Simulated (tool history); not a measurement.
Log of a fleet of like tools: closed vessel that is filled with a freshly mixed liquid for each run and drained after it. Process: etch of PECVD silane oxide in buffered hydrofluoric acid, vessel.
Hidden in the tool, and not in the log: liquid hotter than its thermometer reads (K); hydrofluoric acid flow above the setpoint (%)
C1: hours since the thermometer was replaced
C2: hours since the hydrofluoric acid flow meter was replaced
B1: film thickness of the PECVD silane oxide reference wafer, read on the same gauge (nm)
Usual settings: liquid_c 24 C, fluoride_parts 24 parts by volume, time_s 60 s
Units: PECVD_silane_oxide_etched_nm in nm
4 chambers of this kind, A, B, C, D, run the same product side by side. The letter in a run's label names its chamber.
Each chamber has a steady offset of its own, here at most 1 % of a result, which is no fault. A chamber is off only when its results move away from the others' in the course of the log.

{"run": "1A", "day": 0.267, "liquid_c": 24, "fluoride_parts": 24, "time_s": 60, "C1": 894.2, "C2": 364.5, "B1": 40.017, "PECVD_silane_oxide_etched_nm": 108.9}
{"run": "2D", "day": 0.517, "liquid_c": 24, "fluoride_parts": 24, "time_s": 60, "C1": 36.2, "C2": 789.6, "B1": 39.974, "PECVD_silane_oxide_etched_nm": 109.51}
{"run": "3C", "day": 0.8, "liquid_c": 24, "fluoride_parts": 24, "time_s": 60, "C1": 1686.1, "C2": 144.2, "B1": 40.021, "PECVD_silane_oxide_etched_nm": 108.96}
{"run": "4B", "day": 0.954, "liquid_c": 24, "fluoride_parts": 24, "time_s": 60, "C1": 83.4, "C2": 149.7, "B1": 40.042, "PECVD_silane_oxide_etched_nm": 110.25}
{"run": "5C", "day": 1.108, "liquid_c": 24, "fluoride_parts": 24, "time_s": 40, "C1": 1693.5, "C2": 151.6, "B1": 39.985, "PECVD_silane_oxide_etched_nm": 72.467}
{"run": "6D", "day": 1.396, "liquid_c": 24, "fluoride_parts": 24, "time_s": 40, "C1": 57.3, "C2": 810.7, "B1": 40.034, "PECVD_silane_oxide_etched_nm": 73.273}
{"run": "7B", "day": 1.596, "liquid_c": 24, "fluoride_parts": 24, "time_s": 40, "C1": 98.8, "C2": 165.1, "B1": 39.957, "PECVD_silane_oxide_etched_nm": 74.11}
{"run": "8A", "day": 1.738, "liquid_c": 24, "fluoride_parts": 24, "time_s": 40, "C1": 929.5, "C2": 399.8, "B1": 39.998, "PECVD_silane_oxide_etched_nm": 73.113}
{"run": "9C", "day": 1.996, "liquid_c": 24, "fluoride_parts": 24, "time_s": 60, "C1": 1714.8, "C2": 172.9, "B1": 40.014, "PECVD_silane_oxide_etched_nm": 109.72}
{"day": 2.146, "done": "chamber A: thermometer replaced"}
{"run": "10B", "day": 2.188, "liquid_c": 24, "fluoride_parts": 24, "time_s": 60, "C1": 113.0, "C2": 179.3, "B1": 39.975, "PECVD_silane_oxide_etched_nm": 109.74}
{"run": "11A", "day": 2.408, "liquid_c": 24, "fluoride_parts": 24, "time_s": 60, "C1": 6.3, "C2": 415.9, "B1": 40.008, "PECVD_silane_oxide_etched_nm": 109.46}
{"run": "12D", "day": 2.596, "liquid_c": 24, "fluoride_parts": 24, "time_s": 60, "C1": 86.1, "C2": 839.5, "B1": 39.981, "PECVD_silane_oxide_etched_nm": 109.38}
{"run": "13A", "day": 2.808, "liquid_c": 24, "fluoride_parts": 24, "time_s": 95, "C1": 15.9, "C2": 425.5, "B1": 40.001, "PECVD_silane_oxide_etched_nm": 174.42}
{"run": "14B", "day": 3.071, "liquid_c": 24, "fluoride_parts": 24, "time_s": 95, "C1": 134.2, "C2": 200.5, "B1": 40.036, "PECVD_silane_oxide_etched_nm": 173.2}
{"run": "15C", "day": 3.325, "liquid_c": 24, "fluoride_parts": 24, "time_s": 95, "C1": 1746.7, "C2": 204.8, "B1": 39.963, "PECVD_silane_oxide_etched_nm": 173.91}
{"run": "16D", "day": 3.629, "liquid_c": 24, "fluoride_parts": 24, "time_s": 95, "C1": 110.9, "C2": 864.3, "B1": 40.035, "PECVD_silane_oxide_etched_nm": 173.97}
{"run": "17A", "day": 3.867, "liquid_c": 24, "fluoride_parts": 24, "time_s": 60, "C1": 41.3, "C2": 450.9, "B1": 40.033, "PECVD_silane_oxide_etched_nm": 109.44}
{"run": "18C", "day": 4.038, "liquid_c": 19, "fluoride_parts": 16, "time_s": 60, "C1": 1763.8, "C2": 221.9, "B1": 39.995, "PECVD_silane_oxide_etched_nm": 119.2}
{"run": "19D", "day": 4.346, "liquid_c": 19, "fluoride_parts": 16, "time_s": 60, "C1": 128.1, "C2": 881.5, "B1": 40.029, "PECVD_silane_oxide_etched_nm": 117.3}
{"run": "20B", "day": 4.658, "liquid_c": 19, "fluoride_parts": 16, "time_s": 60, "C1": 172.3, "C2": 238.6, "B1": 40.007, "PECVD_silane_oxide_etched_nm": 116.93}
{"run": "21C", "day": 4.888, "liquid_c": 19, "fluoride_parts": 16, "time_s": 60, "C1": 1784.2, "C2": 242.3, "B1": 40.021, "PECVD_silane_oxide_etched_nm": 120.85}
{"run": "22A", "day": 5.212, "liquid_c": 24, "fluoride_parts": 24, "time_s": 60, "C1": 73.6, "C2": 483.2, "B1": 40.021, "PECVD_silane_oxide_etched_nm": 109.48}
{"run": "23D", "day": 5.533, "liquid_c": 24, "fluoride_parts": 24, "time_s": 30, "C1": 156.6, "C2": 910.0, "B1": 39.995, "PECVD_silane_oxide_etched_nm": 54.796}
{"run": "24B", "day": 5.683, "liquid_c": 24, "fluoride_parts": 24, "time_s": 30, "C1": 196.9, "C2": 263.2, "B1": 40.016, "PECVD_silane_oxide_etched_nm": 54.692}
{"run": "25D", "day": 6.0, "liquid_c": 24, "fluoride_parts": 24, "time_s": 30, "C1": 167.8, "C2": 921.2, "B1": 39.988, "PECVD_silane_oxide_etched_nm": 55.312}
{"run": "26B", "day": 6.3, "liquid_c": 24, "fluoride_parts": 24, "time_s": 30, "C1": 211.7, "C2": 278.0, "B1": 40.013, "PECVD_silane_oxide_etched_nm": 54.987}
{"run": "27C", "day": 6.617, "liquid_c": 24, "fluoride_parts": 24, "time_s": 60, "C1": 1825.7, "C2": 283.8, "B1": 40.032, "PECVD_silane_oxide_etched_nm": 113.24}
{"run": "28A", "day": 6.871, "liquid_c": 24, "fluoride_parts": 24, "time_s": 60, "C1": 113.4, "C2": 523.0, "B1": 40.004, "PECVD_silane_oxide_etched_nm": 108.61}
{"run": "29A", "day": 7.067, "liquid_c": 24, "fluoride_parts": 24, "time_s": 60, "C1": 118.1, "C2": 527.7, "B1": 40.033, "PECVD_silane_oxide_etched_nm": 110.45}
{"run": "30C", "day": 7.254, "liquid_c": 24, "fluoride_parts": 24, "time_s": 60, "C1": 1841.0, "C2": 299.1, "B1": 39.995, "PECVD_silane_oxide_etched_nm": 112.43}

All 4 chambers run these settings next. Forecast each chamber's results:
{"run": "31A", "day": 7.488, "liquid_c": 24, "fluoride_parts": 29, "time_s": 60, "PECVD_silane_oxide_etched_nm": "?"}
{"run": "31B", "day": 7.488, "liquid_c": 24, "fluoride_parts": 29, "time_s": 60, "PECVD_silane_oxide_etched_nm": "?"}
{"run": "31C", "day": 7.488, "liquid_c": 24, "fluoride_parts": 29, "time_s": 60, "PECVD_silane_oxide_etched_nm": "?"}
{"run": "31D", "day": 7.488, "liquid_c": 24, "fluoride_parts": 29, "time_s": 60, "PECVD_silane_oxide_etched_nm": "?"}

run=31A PECVD_silane_oxide_etched_nm=96.169
run=31B PECVD_silane_oxide_etched_nm=96.607
run=31C PECVD_silane_oxide_etched_nm=100.540
run=31D PECVD_silane_oxide_etched_nm=96.338

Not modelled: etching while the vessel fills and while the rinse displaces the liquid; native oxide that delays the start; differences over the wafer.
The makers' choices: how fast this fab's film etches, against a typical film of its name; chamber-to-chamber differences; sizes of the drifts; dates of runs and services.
